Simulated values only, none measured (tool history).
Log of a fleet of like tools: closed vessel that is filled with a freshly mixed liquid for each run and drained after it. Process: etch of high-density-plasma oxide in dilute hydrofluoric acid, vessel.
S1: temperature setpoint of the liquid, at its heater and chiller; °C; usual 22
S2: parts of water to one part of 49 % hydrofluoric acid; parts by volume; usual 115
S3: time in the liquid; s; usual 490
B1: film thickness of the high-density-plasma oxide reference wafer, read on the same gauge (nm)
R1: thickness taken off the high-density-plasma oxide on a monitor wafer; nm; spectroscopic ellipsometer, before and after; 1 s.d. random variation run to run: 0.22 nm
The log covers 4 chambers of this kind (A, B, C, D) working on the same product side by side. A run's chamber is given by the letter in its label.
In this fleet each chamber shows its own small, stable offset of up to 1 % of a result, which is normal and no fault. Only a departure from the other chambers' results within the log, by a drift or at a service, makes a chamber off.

{"run": "1D", "hour": 5.1, "S1": 22, "S2": 115, "S3": 490, "B1": 29.996, "R1": 28.496}
{"run": "2A", "hour": 11.5, "S1": 22, "S2": 115, "S3": 490, "B1": 30.016, "R1": 28.27}
{"run": "3B", "hour": 17.2, "S1": 22, "S2": 115, "S3": 490, "B1": 29.991, "R1": 27.837}
{"run": "4C", "hour": 27.9, "S1": 22, "S2": 115, "S3": 490, "B1": 29.989, "R1": 28.825}
{"run": "5C", "hour": 37.1, "S1": 22, "S2": 115, "S3": 490, "B1": 30.013, "R1": 28.928}
{"run": "6B", "hour": 45.0, "S1": 22, "S2": 115, "S3": 490, "B1": 29.988, "R1": 28.136}
{"run": "7A", "hour": 52.7, "S1": 22, "S2": 165, "S3": 490, "B1": 29.99, "R1": 18.331}
{"run": "8D", "hour": 59.1, "S1": 22, "S2": 165, "S3": 490, "B1": 29.994, "R1": 18.703}
{"hour": 62.8, "done": "chamber B: thermometer replaced"}
{"run": "9D", "hour": 64.8, "S1": 22, "S2": 165, "S3": 490, "B1": 30.012, "R1": 18.761}
{"run": "10B", "hour": 73.4, "S1": 22, "S2": 165, "S3": 490, "B1": 30.015, "R1": 18.397}
{"run": "11C", "hour": 82.2, "S1": 22, "S2": 115, "S3": 490, "B1": 29.99, "R1": 28.48}
{"run": "12A", "hour": 90.4, "S1": 19, "S2": 115, "S3": 360, "B1": 29.98, "R1": 18.3}
{"run": "13B", "hour": 97.9, "S1": 19, "S2": 115, "S3": 360, "B1": 30.006, "R1": 18.28}
{"run": "14C", "hour": 102.9, "S1": 19, "S2": 115, "S3": 360, "B1": 30.01, "R1": 18.862}
{"run": "15A", "hour": 108.1, "S1": 19, "S2": 115, "S3": 360, "B1": 29.977, "R1": 18.432}
{"run": "16D", "hour": 115.2, "S1": 22, "S2": 115, "S3": 490, "B1": 30.022, "R1": 28.774}
{"run": "17C", "hour": 122.5, "S1": 22, "S2": 115, "S3": 490, "B1": 30.008, "R1": 28.788}
{"run": "18A", "hour": 129.2, "S1": 22, "S2": 115, "S3": 585, "B1": 29.97, "R1": 33.499}
{"run": "19B", "hour": 139.9, "S1": 22, "S2": 115, "S3": 585, "B1": 30.006, "R1": 33.963}
{"run": "20D", "hour": 145.7, "S1": 22, "S2": 115, "S3": 585, "B1": 30.013, "R1": 35.015}
{"run": "21A", "hour": 150.4, "S1": 22, "S2": 115, "S3": 585, "B1": 29.996, "R1": 34.028}
{"run": "22D", "hour": 157.8, "S1": 22, "S2": 115, "S3": 490, "B1": 30.025, "R1": 29.098}
{"run": "23B", "hour": 165.1, "S1": 22, "S2": 115, "S3": 490, "B1": 30.009, "R1": 28.411}
{"run": "24C", "hour": 172.7, "S1": 22, "S2": 115, "S3": 490, "B1": 29.98, "R1": 28.779}
{"run": "25B", "hour": 181.6, "S1": 22, "S2": 115, "S3": 490, "B1": 29.999, "R1": 28.447}
{"run": "26C", "hour": 188.9, "S1": 22, "S2": 115, "S3": 490, "B1": 29.995, "R1": 28.302}
{"run": "27D", "hour": 193.7, "S1": 22, "S2": 115, "S3": 490, "B1": 30.012, "R1": 30.305}
{"run": "28A", "hour": 201.2, "S1": 22, "S2": 115, "S3": 490, "B1": 30.003, "R1": 28.202}
{"run": "29B", "hour": 209.6, "S1": 22, "S2": 115, "S3": 490, "B1": 29.986, "R1": 28.352}
{"run": "30A", "hour": 218.8, "S1": 22, "S2": 145, "S3": 490, "B1": 30.031, "R1": 22.015}
{"run": "31D", "hour": 223.5, "S1": 22, "S2": 145, "S3": 490, "B1": 29.996, "R1": 23.506}
{"run": "32C", "hour": 228.8, "S1": 22, "S2": 145, "S3": 490, "B1": 30.006, "R1": 21.943}
{"run": "33B", "hour": 239.1, "S1": 22, "S2": 145, "S3": 490, "B1": 30.009, "R1": 21.609}
{"run": "34D", "hour": 243.9, "S1": 22, "S2": 115, "S3": 490, "B1": 30.006, "R1": 30.786}
{"run": "35A", "hour": 254.2, "S1": 22, "S2": 115, "S3": 490, "B1": 30.013, "R1": 28.621}
{"run": "36C", "hour": 264.8, "S1": 22, "S2": 115, "S3": 490, "B1": 30.008, "R1": 28.65}
{"run": "37D", "hour": 271.5, "S1": 22, "S2": 115, "S3": 490, "B1": 29.989, "R1": 31.565}
{"run": "38C", "hour": 282.1, "S1": 22, "S2": 115, "S3": 490, "B1": 30.028, "R1": 28.692}

Is one chamber off against the others, does the gauge drift, or is nothing wrong? If a chamber is off, say which, and what the likeliest cause is.

Chamber D drifts away from the others.
Likeliest cause: hydrofluoric acid flow above the setpoint (%) = 9.46.
From this log alone, it may not be told apart from: liquid hotter than its thermometer reads (K).

Which of the 4 candidates below, each the usual settings with something changed and its results left as question marks, puts chamber D back in line with what the other chambers give on the usual settings?
Maximum distance from the other chambers' mean on the usual settings for a result to count as in line: R1 0.760 nm
{"run": "39D-1", "hour": 289.8, "S1": 22.0, "S2": 125, "S3": 490, "R1": "?"}
{"run": "39D-2", "hour": 289.8, "S1": 22.0, "S2": 115, "S3": 540, "R1": "?"}
{"run": "39D-3", "hour": 289.8, "S1": 20.5, "S2": 115, "S3": 490, "R1": "?"}
{"run": "39D-4", "hour": 289.8, "S1": 22.0, "S2": 110, "S3": 490, "R1": "?"}

The mean the other chambers reach with the usual settings: R1 28.493 nm
run=39D-1 R1=28.699
run=39D-2 R1=34.792
run=39D-3 R1=29.734
run=39D-4 R1=33.204
The right change is 39D-1: it brings the chamber back within the allowed miss of the others.
